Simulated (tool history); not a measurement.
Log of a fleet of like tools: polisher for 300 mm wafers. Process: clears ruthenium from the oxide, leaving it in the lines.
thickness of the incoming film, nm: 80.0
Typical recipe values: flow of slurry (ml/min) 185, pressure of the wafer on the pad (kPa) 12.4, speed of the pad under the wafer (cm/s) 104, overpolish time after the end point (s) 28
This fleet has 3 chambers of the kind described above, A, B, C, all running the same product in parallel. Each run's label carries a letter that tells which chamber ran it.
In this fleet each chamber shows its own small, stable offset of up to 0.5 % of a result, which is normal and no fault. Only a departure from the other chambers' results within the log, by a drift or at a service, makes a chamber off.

run    day  flow of slurry (ml/min)  pressure of the wafer on the pad (kPa)  speed of the pad under the wafer (cm/s)  overpolish time after the end point (s)  wafers polished on this pad  hours since the slurry nozzle was cleaned  hours since the head pressure was calibrated  time until the end point was called (s)
 1B  0.162                      185                                    12.4                                      104                                       28                          645                                      117.2                                         526.5                                   74.634
 2A  0.317                      185                                    12.4                                      104                                       28                          656                                      122.3                                         540.3                                   74.495
 3C  0.450                      185                                    12.4                                      104                                       28                         1038                                      156.8                                         317.8                                   74.648
 4A  0.533                      185                                    12.4                                      104                                       28                          699                                      127.5                                         545.5                                   74.285
 5C  0.692                      185                                    12.4                                      104                                       28                         1086                                      162.6                                         323.6                                   75.203
 6B  0.825                      185                                    12.4                                      104                                       28                          777                                      133.1                                         542.4                                   73.035
 7C  0.971                      185                                    12.4                                      104                                       28                         1141                                      169.3                                         330.3                                   74.567
 8B  1.138                      185                                    12.4                                      104                                       28                          839                                      140.6                                         549.9                                   74.350
 9A  1.292                      185                                    12.4                                      104                                       28                          850                                      145.7                                         563.7                                   74.605
10C  1.433                      185                                    12.4                                      104                                       28                         1233                                      180.4                                         341.4                                   74.294
11A  1.588                      185                                    12.4                                      104                                       28                          909                                      152.8                                         570.8                                   75.290
     1.675  -- chamber B: worn pad replaced by a new one
12B  1.771                      185                                    12.4                                      104                                       28                           19                                      155.8                                         565.1                                   74.438
13B  1.958                      185                                    12.4                                      104                                       28                           56                                      160.3                                         569.6                                   73.789
     1.988  -- chamber A: worn pad replaced by a new one
     2.054  -- chamber C: worn pad replaced by a new one
14A  2.142                      185                                    12.4                                      122                                       28                           30                                      166.1                                         584.1                                   63.469
15C  2.283                      185                                    12.4                                      122                                       28                           46                                      200.8                                         361.8                                   64.301
16B  2.400                      185                                    12.4                                      122                                       28                          144                                      170.9                                         580.2                                   63.391
17A  2.508                      185                                    12.4                                      104                                       28                          103                                      174.9                                         592.9                                   74.857
18C  2.692                      185                                    12.4                                      104                                       28                          127                                      210.6                                         371.6                                   74.013
19B  2.850                      185                                    12.4                                      104                                       28                          233                                      181.7                                         591.0                                   74.256
20C  2.938                      185                                    12.4                                      104                                       28                          176                                      216.5                                         377.5                                   74.737
21A  3.046                      210                                    12.4                                      104                                       18                          210                                      187.8                                         605.8                                   73.649
22B  3.146                      210                                    12.4                                      104                                       18                          292                                      188.8                                         598.1                                   72.944
23C  3.233                      210                                    12.4                                      104                                       18                          235                                      223.6                                         384.6                                   73.491
24A  3.362                      185                                    12.4                                      104                                       28                          273                                      195.4                                         613.4                                   75.536
25B  3.492                      185                                    12.4                                      104                                       15                          361                                      197.1                                         606.4                                   75.114
     3.529  -- chamber C: head pressure recalibrated
26C  3.646                      185                                    12.4                                      104                                       15                          317                                      233.5                                           2.8                                   74.824
27A  3.788                      185                                    12.4                                      104                                       15                          358                                      205.6                                         623.6                                   73.529
28B  3.908                      185                                    12.4                                      104                                       28                          444                                      207.1                                         616.4                                   73.566
29A  4.058                      185                                     9.0                                       92                                       28                          412                                      212.1                                         630.1                                  119.130

The same settings go to every chamber for the next run, one line per chamber below. Forecast the results for each:
30A  4.192                      140                                    12.4                                      104                                       28                                                                                                                                                              ?
30B  4.192                      140                                    12.4                                      104                                       28                                                                                                                                                              ?
30C  4.192                      140                                    12.4                                      104                                       28                                                                                                                                                              ?

run  time until the end point was called (s)
30A                                   79.197
30B                                   78.771
30C                                   78.252

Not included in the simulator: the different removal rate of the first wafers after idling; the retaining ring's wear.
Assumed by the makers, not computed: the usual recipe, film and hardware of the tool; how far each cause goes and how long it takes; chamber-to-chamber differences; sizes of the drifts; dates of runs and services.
